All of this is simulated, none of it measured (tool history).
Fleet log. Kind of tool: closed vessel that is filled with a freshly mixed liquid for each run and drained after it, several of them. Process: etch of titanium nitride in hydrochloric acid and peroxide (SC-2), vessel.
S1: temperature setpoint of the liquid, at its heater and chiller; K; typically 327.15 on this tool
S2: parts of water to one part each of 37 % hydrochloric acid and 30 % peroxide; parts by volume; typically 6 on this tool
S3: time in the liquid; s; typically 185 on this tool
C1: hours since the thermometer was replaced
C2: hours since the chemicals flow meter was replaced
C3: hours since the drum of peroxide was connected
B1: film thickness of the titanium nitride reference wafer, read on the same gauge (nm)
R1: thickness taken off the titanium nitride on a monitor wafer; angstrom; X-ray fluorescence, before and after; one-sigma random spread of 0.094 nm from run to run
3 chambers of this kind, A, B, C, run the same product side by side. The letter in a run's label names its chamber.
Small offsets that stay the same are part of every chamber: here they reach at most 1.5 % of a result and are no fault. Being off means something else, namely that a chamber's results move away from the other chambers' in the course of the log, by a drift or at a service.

run   hour      S1  S2   S3      C1     C2      C3      B1       R1
 1C    4.5  327.15   6  185   898.6  270.8   920.6  150.00   95.666
 2A   13.3  327.15   6  185   396.3  810.5   409.4  150.00   93.968
 3B   22.4  327.15   6  185   583.2  761.2   346.5  150.01   96.069
      24.0  -- chamber A: chemicals flow meter replaced
 4A   27.0  327.15   6  185   410.0    3.1   423.1  150.00   93.763
 5B   33.5  327.15   6  185   594.3  772.3   357.6  150.00   97.007
 6C   38.2  327.15   6  185   932.3  304.5   954.3  149.97   96.265
 7C   43.8  327.15   8  255   937.9  310.1   959.9  150.00  104.910
 8A   51.1  327.15   8  255   434.1   27.2   447.2  149.99  101.830
 9B   56.3  327.15   8  255   617.1  795.1   380.4  149.99  108.430
10B   64.8  332.15   6  185   625.6  803.6   388.9  150.01  135.330
11A   70.0  332.15   6  185   453.0   46.1   466.1  150.01  130.620
12C   75.5  332.15   6  185   969.6  341.8   991.6  149.97  133.120
13A   80.6  327.15   6  185   463.6   56.7   476.7  149.98   94.130
14B   88.3  327.15   6  185   649.1  827.1   412.4  149.99  100.120
15C   95.1  327.15   6  185   989.2  361.4  1011.2  149.98   95.156
16A  102.0  327.15   6  185   485.0   78.1   498.1  150.01   94.530
17B  109.9  327.15   6  185   670.7  848.7   434.0  149.99  100.660
18C  118.3  327.15   6  185  1012.4  384.6  1034.4  150.00   95.115
19C  124.5  327.15   6  185  1018.6  390.8  1040.6  150.00   96.551
20A  133.6  327.15   6  185   516.6  109.7   529.7  149.98   94.276

Does one chamber stand apart from the rest, does the shared gauge drift, or is all well apart from small per-chamber offsets? Give the chamber and the most likely cause, where there is one.

One chamber, B, drifts off from the rest bit by bit.
What lies behind it: liquid hotter than its thermometer reads (K) = 1.07.
From this log alone, it may not be told apart from: chemicals flow above the setpoint (%).

Below are 4 candidate recipes for chamber B's next run, each the usual settings with a change, their results shown as question marks. Which of them brings B's results back in line with what the other chambers give on the usual settings?
In line here means within this much of the mean the other chambers give on the usual settings: R1 3.300 angstrom
21B-1  140.2  326.65  6.0  175                   ?
21B-2  140.2  327.15  6.5  170                   ?
21B-3  140.2  327.15  6.0  200                   ?
21B-4  140.2  329.65  6.0  185                   ?

Average result of the remaining chambers running the usual settings: R1 94.713 angstrom
  run       R1
21B-1   93.973
21B-2   88.730
21B-3  110.930
21B-4  120.380
The right change is 21B-1: it brings the chamber back within the allowed miss of the others.

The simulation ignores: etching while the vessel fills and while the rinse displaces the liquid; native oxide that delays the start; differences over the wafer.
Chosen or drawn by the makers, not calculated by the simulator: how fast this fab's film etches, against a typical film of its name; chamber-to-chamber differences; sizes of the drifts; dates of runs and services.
